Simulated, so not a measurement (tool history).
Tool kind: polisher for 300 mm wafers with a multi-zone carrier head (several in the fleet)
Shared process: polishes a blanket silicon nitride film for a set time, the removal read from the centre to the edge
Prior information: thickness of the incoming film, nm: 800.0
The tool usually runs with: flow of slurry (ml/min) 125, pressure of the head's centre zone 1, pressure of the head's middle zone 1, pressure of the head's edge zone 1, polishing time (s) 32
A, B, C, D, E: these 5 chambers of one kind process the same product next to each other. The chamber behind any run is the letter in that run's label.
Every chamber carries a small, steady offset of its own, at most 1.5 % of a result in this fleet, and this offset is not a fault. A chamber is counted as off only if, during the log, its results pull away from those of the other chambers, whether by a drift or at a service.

run	day	flow of slurry (ml/min)	pressure of the head's centre zone	pressure of the head's middle zone	pressure of the head's edge zone	polishing time (s)	wafers polished on this pad	hours since the slurry nozzle was cleaned	hours since the centre zone pressure was calibrated	hours since the edge zone pressure was calibrated	film removed at the wafer's centre (angstrom)	film removed at mid-radius (angstrom)	film removed at the wafer's edge (angstrom)
# day 0.025: chamber D: worn pad replaced by a new one
1D	0.142	125	1	1	1	32	46	285.9	408.6	570.1	679.01	683.91	675.76
# day 0.146: chamber A: worn pad replaced by a new one
2C	0.242	125	1	1	1	32	681	227.2	945.8	381.7	666.32	669.55	675.98
3E	0.446	125	1	1	1	32	385	317.1	363.9	331.4	662.41	675.7	673.7
# day 0.638: chamber A: slurry nozzle cleaned
4A	0.65	125	1	1	1	32	197	0.4	448.3	133.2	689.09	672.63	667.84
5B	0.796	125	1	1	1	32	383	521.2	345.6	50.2	684.26	674.98	670.63
# day 0.892: chamber C: worn pad replaced by a new one
6E	0.904	125	1	1	1	32	565	328.1	374.9	342.4	669.66	680.81	675.36
7C	1.05	125	1	1.04	1	32	63	246.6	965.2	401.1	660.54	700.2	670.59
8D	1.262	125	1	1.04	1	32	484	312.8	435.5	597	666	704.15	680.18
# day 1.346: chamber B: worn pad replaced by a new one
9B	1.442	125	1	1.04	1	32	39	536.7	361.1	65.7	667.8	704.62	677.59
10A	1.612	125	1	1.04	1	32	573	23.5	471.4	156.3	687.98	708.01	675.71
11A	1.721	125	1	1.04	1	32	616	26.1	474	158.9	676	683.21	674.23
# day 1.733: chamber E: worn pad replaced by a new one
12B	1.883	125	1	1	1	32	211	547.3	371.7	76.3	677.47	675.42	679.39
13E	1.979	125	1	1	1	32	97	353.9	400.7	368.2	679.83	676.33	682.34
14D	2.167	125	1	1	1	32	838	334.5	457.2	618.7	666.3	675.53	685.36
15C	2.338	125	1	1.06	1	24	566	277.5	996.1	432	499.57	528.66	506.18
16D	2.471	125	1	1.06	1	24	956	341.8	464.5	626	494.5	524.97	510.82
# day 2.529: chamber B: worn pad replaced by a new one
17C	2.6	125	1	1.06	1	24	669	283.8	1002.4	438.3	501.48	535.02	503.77
18B	2.708	125	1	1.06	1	24	70	567.1	391.5	96.1	510.04	530.34	505.78
19A	2.892	125	1	1.06	1	24	1073	54.2	502.1	187	501.66	534.22	514.51
20E	3.038	125	1	1	1	32	511	379.3	426.1	393.6	668.13	692.33	677.48
21B	3.142	90	1	0.96	1	32	239	577.5	401.9	106.5	613.25	598.74	642.67
# day 3.221: chamber A: worn pad replaced by a new one
# day 3.246: chamber C: centre zone pressure recalibrated
22E	3.354	90	1	0.96	1	32	635	386.9	433.7	401.2	611.1	591.58	646.27
# day 3.521: chamber D: worn pad replaced by a new one
# day 3.521: chamber E: worn pad replaced by a new one
# day 3.546: chamber C: worn pad replaced by a new one
23C	3.558	90	1	0.96	1	32	5	306.8	7.6	461.3	614.61	591.19	633.8
24D	3.771	90	1	0.96	1	32	98	373	495.7	657.2	577.34	602.23	645.58
# day 3.788: chamber B: worn pad replaced by a new one
25A	3.942	90	1	0.96	1	32	282	79.4	527.3	212.2	610.3	582.16	636.8
26C	4.162	125	1	1	1	32	242	321.3	22.1	475.8	666.28	673.75	672.32
27B	4.354	125	1	1	1	32	221	606.6	431	135.6	673.15	682.56	672.8
28E	4.538	125	1	1	1	32	397	415.3	462.1	429.6	666.2	685.97	677.3
29A	4.646	125	1	1	1	32	557	96.3	544.2	229.1	685.86	669.13	676.56
30D	4.783	125	1	1	1	32	494	397.3	520	681.5	628.71	679.64	679.12
31E	4.925	125	1	1	1	32	549	424.6	471.4	438.9	684.35	675.75	677.56
# day 4.992: chamber B: worn pad replaced by a new one
32D	5.083	125	1	1	1	32	611	404.5	527.2	688.7	630.25	680.37	678.6
33B	5.229	125	1	1	1	32	94	627.6	452	156.6	682.1	672.67	667.36
34A	5.433	125	1	1	1	32	865	115.2	563.1	248	677.71	653.39	682.68
35C	5.642	125	1	1	1	32	820	356.8	57.6	511.3	673.49	677.94	673.1
# day 5.646: chamber E: worn pad replaced by a new one
36E	5.8	140	1	1	1	32	61	445.6	492.4	459.9	695.51	696.65	690.81
37B	5.958	140	1	1	1	32	379	645.1	469.5	174.1	686.4	682.85	687.43
38A	6.146	140	1	1	1	32	1143	132.3	580.2	265.1	704.66	690.71	685.5
# day 6.254: chamber C: worn pad replaced by a new one
39C	6.275	140	1	1	1	32	8	372	72.8	526.5	692.14	687.72	686.05
# day 6.396: chamber D: worn pad replaced by a new one
40D	6.4	140	1	1	1	32	1	436.1	558.8	720.3	615.87	687.59	692.7
41E	6.529	125	1	1	1	32	346	463.1	509.9	477.4	668.96	680.81	674.86

Which is it: a chamber that has drifted or been left off by a service, a gauge drift common to all chambers, or only each chamber's usual small offset? If a chamber is off, name it and its likeliest cause.

One chamber, D, drifts off from the rest bit by bit.
Cause: centre zone's pressure below its setpoint, % = 7.84.

Here are 4 candidates for chamber D's next run, each the usual settings with a change, their results left as question marks. Which one brings its results back in line with what the others give on the usual settings?
A result is in line if it is within this distance of the other chambers' mean on the usual settings: film removed at the wafer's centre (angstrom) 25; film removed at mid-radius (angstrom) 24; film removed at the wafer's edge (angstrom) 18
42D-1	6.688	115	0.86	1.02	1.05	32					?	?	?
42D-2	6.688	140	1.15	0.97	0.95	32					?	?	?
42D-3	6.688	120	0.92	1.01	1.03	32					?	?	?
42D-4	6.688	130	1.08	0.99	0.97	32					?	?	?

Average result of the remaining chambers running the usual settings: film removed at the wafer's centre (angstrom) 675.73; film removed at mid-radius (angstrom) 675.19; film removed at the wafer's edge (angstrom) 675.19
run	film removed at the wafer's centre (angstrom)	film removed at mid-radius (angstrom)	film removed at the wafer's edge (angstrom)
42D-1	506.58	676.98	690.62
42D-2	735.39	674.35	676.57
42D-3	552.92	677.5	688.56
42D-4	674.48	676.73	676.14
The answer is 42D-4, which returns the chamber to within the allowed miss of the others.
